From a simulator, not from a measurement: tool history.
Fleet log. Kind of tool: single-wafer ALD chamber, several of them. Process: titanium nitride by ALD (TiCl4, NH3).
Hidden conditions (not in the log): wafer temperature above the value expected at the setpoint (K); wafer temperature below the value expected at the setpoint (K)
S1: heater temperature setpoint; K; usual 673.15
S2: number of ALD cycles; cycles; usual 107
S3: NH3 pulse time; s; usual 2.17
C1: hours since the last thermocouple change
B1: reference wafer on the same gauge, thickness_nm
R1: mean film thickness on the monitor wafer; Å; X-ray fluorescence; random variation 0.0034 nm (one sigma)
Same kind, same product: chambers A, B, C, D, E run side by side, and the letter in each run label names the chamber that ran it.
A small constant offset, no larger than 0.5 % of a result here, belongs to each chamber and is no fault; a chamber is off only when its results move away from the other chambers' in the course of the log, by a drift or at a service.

{"run": "1C", "day": 0.288, "S1": 673.15, "S2": 107, "S3": 2.17, "C1": 1051.9, "B1": 2.4593, "R1": 23.546}
{"run": "2B", "day": 0.504, "S1": 673.15, "S2": 107, "S3": 2.17, "C1": 1268.3, "B1": 2.4579, "R1": 23.655}
{"run": "3A", "day": 0.721, "S1": 673.15, "S2": 107, "S3": 2.17, "C1": 553.3, "B1": 2.4586, "R1": 23.689}
{"run": "4D", "day": 0.975, "S1": 673.15, "S2": 107, "S3": 2.17, "C1": 838.2, "B1": 2.459, "R1": 23.572}
{"run": "5E", "day": 1.125, "S1": 673.15, "S2": 107, "S3": 2.17, "C1": 227.5, "B1": 2.4588, "R1": 23.656}
{"day": 1.321, "done": "chamber C: thermocouple changed; heater temperature recalibrated"}
{"run": "6A", "day": 1.404, "S1": 673.15, "S2": 107, "S3": 2.17, "C1": 569.7, "B1": 2.4558, "R1": 23.601}
{"run": "7E", "day": 1.608, "S1": 673.15, "S2": 107, "S3": 2.17, "C1": 239.1, "B1": 2.4567, "R1": 23.701}
{"run": "8D", "day": 1.788, "S1": 673.15, "S2": 107, "S3": 2.17, "C1": 857.7, "B1": 2.4567, "R1": 23.491}
{"run": "9C", "day": 2.046, "S1": 673.15, "S2": 107, "S3": 2.17, "C1": 17.5, "B1": 2.4562, "R1": 23.542}
{"run": "10B", "day": 2.258, "S1": 673.15, "S2": 107, "S3": 2.17, "C1": 1310.4, "B1": 2.456, "R1": 23.595}
{"run": "11A", "day": 2.429, "S1": 673.15, "S2": 107, "S3": 2.17, "C1": 594.3, "B1": 2.4544, "R1": 23.619}
{"run": "12C", "day": 2.625, "S1": 673.15, "S2": 107, "S3": 2.17, "C1": 31.4, "B1": 2.454, "R1": 23.498}
{"run": "13E", "day": 2.896, "S1": 679.15, "S2": 107, "S3": 2.17, "C1": 270, "B1": 2.4541, "R1": 23.711}
{"run": "14B", "day": 3.154, "S1": 679.15, "S2": 107, "S3": 2.17, "C1": 1331.9, "B1": 2.4536, "R1": 23.649}
{"run": "15D", "day": 3.354, "S1": 679.15, "S2": 107, "S3": 2.17, "C1": 895.3, "B1": 2.4531, "R1": 23.564}
{"run": "16B", "day": 3.533, "S1": 679.15, "S2": 107, "S3": 2.17, "C1": 1341, "B1": 2.4533, "R1": 23.695}
{"run": "17A", "day": 3.721, "S1": 679.15, "S2": 107, "S3": 2.17, "C1": 625.3, "B1": 2.452, "R1": 23.674}
{"run": "18C", "day": 3.879, "S1": 660.15, "S2": 107, "S3": 1.5, "C1": 61.5, "B1": 2.4515, "R1": 22.801}
{"run": "19D", "day": 4.096, "S1": 660.15, "S2": 107, "S3": 1.5, "C1": 913.1, "B1": 2.4507, "R1": 22.851}
{"run": "20E", "day": 4.338, "S1": 660.15, "S2": 107, "S3": 1.5, "C1": 304.6, "B1": 2.4504, "R1": 22.96}
{"run": "21B", "day": 4.533, "S1": 660.15, "S2": 107, "S3": 1.5, "C1": 1365, "B1": 2.4515, "R1": 22.818}
{"run": "22C", "day": 4.808, "S1": 660.15, "S2": 107, "S3": 1.5, "C1": 83.8, "B1": 2.4503, "R1": 22.751}
{"run": "23E", "day": 5.054, "S1": 673.15, "S2": 107, "S3": 2.17, "C1": 321.8, "B1": 2.4499, "R1": 23.592}
{"run": "24A", "day": 5.338, "S1": 664.15, "S2": 107, "S3": 1.6, "C1": 664.1, "B1": 2.4493, "R1": 23.096}
{"run": "25D", "day": 5.562, "S1": 664.15, "S2": 107, "S3": 1.6, "C1": 948.3, "B1": 2.449, "R1": 22.949}
{"run": "26B", "day": 5.733, "S1": 664.15, "S2": 107, "S3": 1.6, "C1": 1393.8, "B1": 2.4488, "R1": 23.001}
{"run": "27A", "day": 5.888, "S1": 664.15, "S2": 107, "S3": 1.6, "C1": 677.3, "B1": 2.4493, "R1": 23.055}
{"run": "28D", "day": 6.05, "S1": 664.15, "S2": 107, "S3": 1.6, "C1": 960, "B1": 2.4478, "R1": 22.957}
{"run": "29C", "day": 6.254, "S1": 673.15, "S2": 123, "S3": 2.44, "C1": 118.5, "B1": 2.4477, "R1": 27.069}
{"run": "30E", "day": 6.442, "S1": 673.15, "S2": 123, "S3": 2.44, "C1": 355.1, "B1": 2.4472, "R1": 27.264}
{"run": "31D", "day": 6.738, "S1": 673.15, "S2": 123, "S3": 2.44, "C1": 976.5, "B1": 2.4462, "R1": 27.117}
{"run": "32C", "day": 6.938, "S1": 673.15, "S2": 123, "S3": 2.44, "C1": 134.9, "B1": 2.4453, "R1": 27.075}

All chambers now run identical settings, listed one chamber a line with results as question marks. What results will each chamber show?
{"run": "33A", "day": 7.154, "S1": 673.15, "S2": 91, "S3": 2.17, "R1": "?"}
{"run": "33B", "day": 7.154, "S1": 673.15, "S2": 91, "S3": 2.17, "R1": "?"}
{"run": "33C", "day": 7.154, "S1": 673.15, "S2": 91, "S3": 2.17, "R1": "?"}
{"run": "33D", "day": 7.154, "S1": 673.15, "S2": 91, "S3": 2.17, "R1": "?"}
{"run": "33E", "day": 7.154, "S1": 673.15, "S2": 91, "S3": 2.17, "R1": "?"}

run=33A R1=20.025
run=33B R1=20
run=33C R1=19.945
run=33D R1=19.951
run=33E R1=20.017
